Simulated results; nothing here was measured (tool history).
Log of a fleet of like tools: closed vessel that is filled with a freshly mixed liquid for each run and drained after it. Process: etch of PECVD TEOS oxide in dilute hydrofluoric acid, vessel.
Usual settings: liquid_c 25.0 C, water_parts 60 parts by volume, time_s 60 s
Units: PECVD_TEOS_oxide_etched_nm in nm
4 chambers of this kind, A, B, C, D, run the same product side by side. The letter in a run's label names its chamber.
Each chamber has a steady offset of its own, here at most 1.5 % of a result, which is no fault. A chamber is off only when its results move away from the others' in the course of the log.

run,day,liquid_c,water_parts,time_s,hours since the thermometer was replaced,hours since the hydrofluoric acid flow meter was replaced,"read-back film thickness of the PECVD TEOS oxide reference wafer, read on the same gauge (nm)",PECVD_TEOS_oxide_etched_nm
1D,0.271,25.0,60,60,1627.5,918.5,49.978,18.851
2C,0.521,25.0,60,60,1973.8,395.1,49.950,18.432
3B,0.717,25.0,60,60,360.1,233.8,50.051,19.032
4A,1.004,25.0,60,60,1181.9,147.8,49.967,18.928
5A,1.275,25.0,60,60,1188.4,154.3,49.997,18.807
6D,1.504,25.0,85,85,1657.1,948.1,50.031,18.321
7B,1.771,25.0,85,85,385.4,259.1,49.990,18.258
8C,2.071,25.0,85,85,2011.0,432.3,50.009,17.785
9B,2.250,25.0,85,85,396.9,270.6,50.010,18.383
10C,2.538,25.0,60,60,2022.2,443.5,49.971,18.483
11D,2.704,25.0,60,60,1685.9,976.9,50.024,18.859
12A,3.017,25.0,60,60,1230.2,196.1,49.998,18.868
# day 3.162: chamber D: thermometer replaced
13B,3.308,27.0,60,40,422.3,296.0,49.929,13.734
14A,3.529,27.0,60,40,1242.5,208.4,49.981,13.517
15D,3.758,27.0,60,40,14.4,1002.2,50.001,13.636
16C,4.000,27.0,60,40,2057.3,478.6,50.002,13.165
# day 4.079: chamber D: hydrofluoric acid flow meter replaced
17D,4.179,25.0,60,60,24.5,2.4,49.993,18.649
18A,4.392,25.0,60,45,1263.2,229.1,50.042,14.056
19B,4.554,25.0,60,45,452.2,325.9,49.960,14.105
20C,4.812,25.0,60,45,2076.8,498.1,50.022,13.314
21D,4.979,25.0,60,45,43.7,21.6,49.980,14.074
22A,5.267,25.0,60,60,1284.2,250.1,50.054,18.895
23C,5.504,28.5,60,60,2093.4,514.7,50.023,20.853
24B,5.758,28.5,60,60,481.1,354.8,50.036,21.540
25B,6.000,28.5,60,60,486.9,360.6,50.004,22.164
26C,6.233,28.5,60,60,2110.9,532.2,49.985,20.678
27D,6.442,25.0,60,60,78.8,56.7,50.017,18.874
28A,6.633,21.0,60,90,1317.0,282.9,49.981,23.956
29A,6.854,21.0,60,90,1322.3,288.2,50.014,23.963
30B,7.000,21.0,60,90,510.9,384.6,49.953,24.517
31C,7.275,21.0,60,90,2135.9,557.2,49.986,22.681
32D,7.429,25.0,60,60,102.5,80.4,49.950,18.604
33A,7.704,25.0,60,60,1342.7,308.6,50.002,18.943
34D,7.883,25.0,60,60,113.4,91.3,49.942,18.901
35C,8.025,25.0,60,60,2153.9,575.2,50.047,17.780
36B,8.292,25.0,60,60,541.9,415.6,49.996,18.917
37A,8.512,25.0,60,60,1362.1,328.0,49.987,18.615
38B,8.792,25.0,60,60,553.9,427.6,49.979,19.108
39D,8.938,25.0,60,60,138.7,116.6,50.014,18.672

All 4 chambers run these settings next. Forecast each chamber's results:
40A,9.167,21.5,60,60,,,,?
40B,9.167,21.5,60,60,,,,?
40C,9.167,21.5,60,60,,,,?
40D,9.167,21.5,60,60,,,,?

run,PECVD_TEOS_oxide_etched_nm
40A,16.188
40B,16.202
40C,15.143
40D,16.269

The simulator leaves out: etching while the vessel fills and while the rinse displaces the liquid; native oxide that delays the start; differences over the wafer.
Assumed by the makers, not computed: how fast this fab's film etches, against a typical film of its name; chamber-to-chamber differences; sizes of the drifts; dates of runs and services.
